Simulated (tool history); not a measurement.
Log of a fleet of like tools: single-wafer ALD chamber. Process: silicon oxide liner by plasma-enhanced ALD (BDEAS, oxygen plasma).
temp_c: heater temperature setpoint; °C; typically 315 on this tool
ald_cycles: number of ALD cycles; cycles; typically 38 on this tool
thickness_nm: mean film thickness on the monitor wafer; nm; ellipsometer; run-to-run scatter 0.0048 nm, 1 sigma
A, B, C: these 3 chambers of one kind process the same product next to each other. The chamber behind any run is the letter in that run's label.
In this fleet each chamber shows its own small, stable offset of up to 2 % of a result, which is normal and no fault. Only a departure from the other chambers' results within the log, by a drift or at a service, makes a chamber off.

| run | hour | temp_c | ald_cycles | hours since the last thermocouple change | read-back reference wafer on the same gauge, thickness_nm | thickness_nm |
|---|---|---|---|---|---|---|
| 1B | 9.3 | 315 | 38 | 658.5 | 3.0395 | 3.4675 |
| 2A | 14.9 | 315 | 38 | 3096.5 | 3.0401 | 3.4637 |
| 3C | 23.0 | 315 | 38 | 635.3 | 3.0396 | 3.3982 |
| 4B | 28.3 | 315 | 38 | 677.5 | 3.0369 | 3.4692 |
| 5A | 36.9 | 315 | 38 | 3118.5 | 3.0382 | 3.4636 |
| 6C | 47.9 | 309 | 42 | 660.2 | 3.0378 | 3.7884 |
| 7B | 57.5 | 309 | 42 | 706.7 | 3.0381 | 3.8556 |
| 8A | 62.9 | 309 | 42 | 3144.5 | 3.0363 | 3.8615 |
|  | 66.2 | chamber A: thermocouple changed; heater temperature recalibrated |
| 9C | 68.2 | 315 | 38 | 680.5 | 3.0374 | 3.4014 |
| 10A | 79.4 | 328 | 41 | 13.2 | 3.0349 | 3.6767 |
| 11C | 86.0 | 328 | 41 | 698.3 | 3.0350 | 3.5971 |
| 12B | 91.7 | 328 | 41 | 740.9 | 3.0347 | 3.6571 |
| 13C | 101.8 | 315 | 38 | 714.1 | 3.0330 | 3.3950 |
| 14A | 111.1 | 315 | 38 | 44.9 | 3.0335 | 3.4638 |
| 15B | 119.2 | 315 | 38 | 768.4 | 3.0336 | 3.4611 |
| 16C | 127.4 | 315 | 38 | 739.7 | 3.0330 | 3.3964 |
| 17A | 136.9 | 315 | 38 | 70.7 | 3.0321 | 3.4682 |
| 18B | 147.4 | 315 | 38 | 796.6 | 3.0317 | 3.4525 |
| 19C | 155.7 | 315 | 38 | 768.0 | 3.0320 | 3.3953 |
| 20B | 161.1 | 315 | 38 | 810.3 | 3.0320 | 3.4563 |
| 21A | 169.4 | 315 | 38 | 103.2 | 3.0309 | 3.4637 |
| 22C | 179.6 | 315 | 43 | 791.9 | 3.0299 | 3.8409 |
| 23A | 189.7 | 315 | 43 | 123.5 | 3.0284 | 3.9056 |
| 24B | 196.3 | 315 | 43 | 845.5 | 3.0279 | 3.9045 |
| 25C | 204.8 | 315 | 38 | 817.1 | 3.0284 | 3.3987 |
| 26B | 212.6 | 315 | 38 | 861.8 | 3.0277 | 3.4551 |
| 27A | 223.0 | 315 | 38 | 156.8 | 3.0270 | 3.4523 |
| 28C | 231.2 | 315 | 38 | 843.5 | 3.0260 | 3.3949 |
| 29A | 239.1 | 315 | 38 | 172.9 | 3.0255 | 3.4465 |
| 30B | 245.3 | 315 | 38 | 894.5 | 3.0265 | 3.4518 |
| 31B | 252.3 | 315 | 38 | 901.5 | 3.0249 | 3.4469 |
| 32A | 263.5 | 303 | 32 | 197.3 | 3.0247 | 2.9527 |
| 33C | 269.9 | 303 | 32 | 882.2 | 3.0256 | 2.9008 |
| 34A | 277.3 | 303 | 32 | 211.1 | 3.0234 | 2.9496 |
| 35B | 285.3 | 315 | 38 | 934.5 | 3.0246 | 3.4456 |
| 36C | 295.7 | 306 | 38 | 908.0 | 3.0227 | 3.4331 |

All chambers now run identical settings, listed one chamber a line with results as question marks. What results will each chamber show?
| 37A | 303.8 | 315 | 41 |  |  | ? |
| 37B | 303.8 | 315 | 41 |  |  | ? |
| 37C | 303.8 | 315 | 41 |  |  | ? |

| run | thickness_nm |
|---|---|
| 37A | 3.7169 |
| 37B | 3.7218 |
| 37C | 3.6455 |
